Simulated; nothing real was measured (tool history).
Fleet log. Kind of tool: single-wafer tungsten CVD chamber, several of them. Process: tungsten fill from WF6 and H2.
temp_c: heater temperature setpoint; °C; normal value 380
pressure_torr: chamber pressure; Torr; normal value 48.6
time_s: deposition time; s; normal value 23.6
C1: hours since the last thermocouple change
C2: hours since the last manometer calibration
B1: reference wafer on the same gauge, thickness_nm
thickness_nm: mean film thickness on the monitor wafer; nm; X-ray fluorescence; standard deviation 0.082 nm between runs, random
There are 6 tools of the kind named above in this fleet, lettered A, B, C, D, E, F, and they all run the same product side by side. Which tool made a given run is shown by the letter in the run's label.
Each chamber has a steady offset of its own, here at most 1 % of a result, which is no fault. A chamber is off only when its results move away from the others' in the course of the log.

run 1A hour=7.4 | temp_c=380 pressure_torr=48.6 time_s=23.6 | C1=38.0 C2=1315.6 | B1=54.201 | thickness_nm=58.413
run 2D hour=16.4 | temp_c=380 pressure_torr=48.6 time_s=23.6 | C1=767.9 C2=829.9 | B1=54.182 | thickness_nm=58.747
run 3F hour=24.8 | temp_c=380 pressure_torr=48.6 time_s=23.6 | C1=1416.1 C2=792.7 | B1=54.174 | thickness_nm=57.821
run 4E hour=32.0 | temp_c=380 pressure_torr=48.6 time_s=23.6 | C1=1444.2 C2=977.3 | B1=54.178 | thickness_nm=57.862
run 5C hour=40.9 | temp_c=380 pressure_torr=48.6 time_s=23.6 | C1=1353.2 C2=244.4 | B1=54.171 | thickness_nm=58.092
run 6B hour=47.4 | temp_c=380 pressure_torr=48.6 time_s=23.6 | C1=748.1 C2=210.9 | B1=54.164 | thickness_nm=57.993
run 7A hour=54.5 | temp_c=393 pressure_torr=37.8 time_s=23.6 | C1=85.1 C2=1362.7 | B1=54.147 | thickness_nm=67.038
-- hour=62.2 chamber E: thermocouple changed; heater temperature recalibrated
run 8C hour=67.2 | temp_c=393 pressure_torr=37.8 time_s=23.6 | C1=1379.5 C2=270.7 | B1=54.126 | thickness_nm=66.436
run 9F hour=79.6 | temp_c=393 pressure_torr=37.8 time_s=23.6 | C1=1470.9 C2=847.5 | B1=54.138 | thickness_nm=66.559
run 10D hour=86.8 | temp_c=393 pressure_torr=37.8 time_s=23.6 | C1=838.3 C2=900.3 | B1=54.104 | thickness_nm=67.512
run 11B hour=94.3 | temp_c=393 pressure_torr=37.8 time_s=23.6 | C1=795.0 C2=257.8 | B1=54.111 | thickness_nm=66.334
run 12E hour=107.5 | temp_c=393 pressure_torr=37.8 time_s=23.6 | C1=45.3 C2=1052.8 | B1=54.106 | thickness_nm=66.593
run 13B hour=114.3 | temp_c=380 pressure_torr=48.6 time_s=23.6 | C1=815.0 C2=277.8 | B1=54.111 | thickness_nm=57.854
run 14C hour=124.9 | temp_c=380 pressure_torr=48.6 time_s=23.6 | C1=1437.2 C2=328.4 | B1=54.073 | thickness_nm=57.935
run 15D hour=133.4 | temp_c=380 pressure_torr=48.6 time_s=23.6 | C1=884.9 C2=946.9 | B1=54.088 | thickness_nm=58.329
run 16F hour=145.6 | temp_c=373 pressure_torr=48.6 time_s=27.1 | C1=1536.9 C2=913.5 | B1=54.057 | thickness_nm=57.327
run 17A hour=152.1 | temp_c=373 pressure_torr=48.6 time_s=27.1 | C1=182.7 C2=1460.3 | B1=54.081 | thickness_nm=58.133
run 18E hour=164.8 | temp_c=373 pressure_torr=48.6 time_s=27.1 | C1=102.6 C2=1110.1 | B1=54.076 | thickness_nm=57.140
run 19E hour=175.4 | temp_c=373 pressure_torr=48.6 time_s=27.1 | C1=113.2 C2=1120.7 | B1=54.033 | thickness_nm=57.084
-- hour=186.8 chamber F: thermocouple changed; heater temperature recalibrated
run 20C hour=187.5 | temp_c=373 pressure_torr=48.6 time_s=27.1 | C1=1499.8 C2=391.0 | B1=54.052 | thickness_nm=57.844
run 21D hour=199.0 | temp_c=373 pressure_torr=48.6 time_s=27.1 | C1=950.5 C2=1012.5 | B1=54.040 | thickness_nm=57.949
run 22F hour=208.8 | temp_c=380 pressure_torr=48.6 time_s=23.6 | C1=22.0 C2=976.7 | B1=54.022 | thickness_nm=57.765
run 23B hour=217.4 | temp_c=380 pressure_torr=48.6 time_s=23.6 | C1=918.1 C2=380.9 | B1=54.000 | thickness_nm=57.852
run 24A hour=228.0 | temp_c=375 pressure_torr=55.5 time_s=23.6 | C1=258.6 C2=1536.2 | B1=53.984 | thickness_nm=55.879
run 25D hour=239.2 | temp_c=375 pressure_torr=55.5 time_s=23.6 | C1=990.7 C2=1052.7 | B1=53.982 | thickness_nm=56.019
run 26B hour=252.4 | temp_c=375 pressure_torr=55.5 time_s=23.6 | C1=953.1 C2=415.9 | B1=53.972 | thickness_nm=55.347
run 27F hour=261.2 | temp_c=375 pressure_torr=55.5 time_s=23.6 | C1=74.4 C2=1029.1 | B1=53.963 | thickness_nm=55.430
run 28A hour=274.2 | temp_c=375 pressure_torr=55.5 time_s=23.6 | C1=304.8 C2=1582.4 | B1=53.958 | thickness_nm=55.863
run 29C hour=281.3 | temp_c=375 pressure_torr=55.5 time_s=23.6 | C1=1593.6 C2=484.8 | B1=53.952 | thickness_nm=55.582
run 30E hour=292.0 | temp_c=380 pressure_torr=48.6 time_s=23.6 | C1=229.8 C2=1237.3 | B1=53.938 | thickness_nm=57.498
run 31A hour=305.1 | temp_c=370 pressure_torr=48.6 time_s=23.6 | C1=335.7 C2=1613.3 | B1=53.945 | thickness_nm=47.499
run 32B hour=314.6 | temp_c=370 pressure_torr=48.6 time_s=23.6 | C1=1015.3 C2=478.1 | B1=53.927 | thickness_nm=46.782
run 33F hour=324.1 | temp_c=370 pressure_torr=48.6 time_s=23.6 | C1=137.3 C2=1092.0 | B1=53.902 | thickness_nm=46.786
run 34C hour=330.1 | temp_c=370 pressure_torr=48.6 time_s=23.6 | C1=1642.4 C2=533.6 | B1=53.901 | thickness_nm=47.231
run 35D hour=341.6 | temp_c=370 pressure_torr=48.6 time_s=23.6 | C1=1093.1 C2=1155.1 | B1=53.907 | thickness_nm=47.193
run 36E hour=351.9 | temp_c=370 pressure_torr=48.6 time_s=23.6 | C1=289.7 C2=1297.2 | B1=53.904 | thickness_nm=46.568

For the next run the whole fleet of 6 chambers uses the same settings. Give each chamber's results:
run 37A hour=361.7 | temp_c=380 pressure_torr=48.6 time_s=23.6 | thickness_nm=?
run 37B hour=361.7 | temp_c=380 pressure_torr=48.6 time_s=23.6 | thickness_nm=?
run 37C hour=361.7 | temp_c=380 pressure_torr=48.6 time_s=23.6 | thickness_nm=?
run 37D hour=361.7 | temp_c=380 pressure_torr=48.6 time_s=23.6 | thickness_nm=?
run 37E hour=361.7 | temp_c=380 pressure_torr=48.6 time_s=23.6 | thickness_nm=?
run 37F hour=361.7 | temp_c=380 pressure_torr=48.6 time_s=23.6 | thickness_nm=?

run=37A thickness_nm=58.017
run=37B thickness_nm=57.675
run=37C thickness_nm=57.913
run=37D thickness_nm=58.359
run=37E thickness_nm=57.429
run=37F thickness_nm=57.612
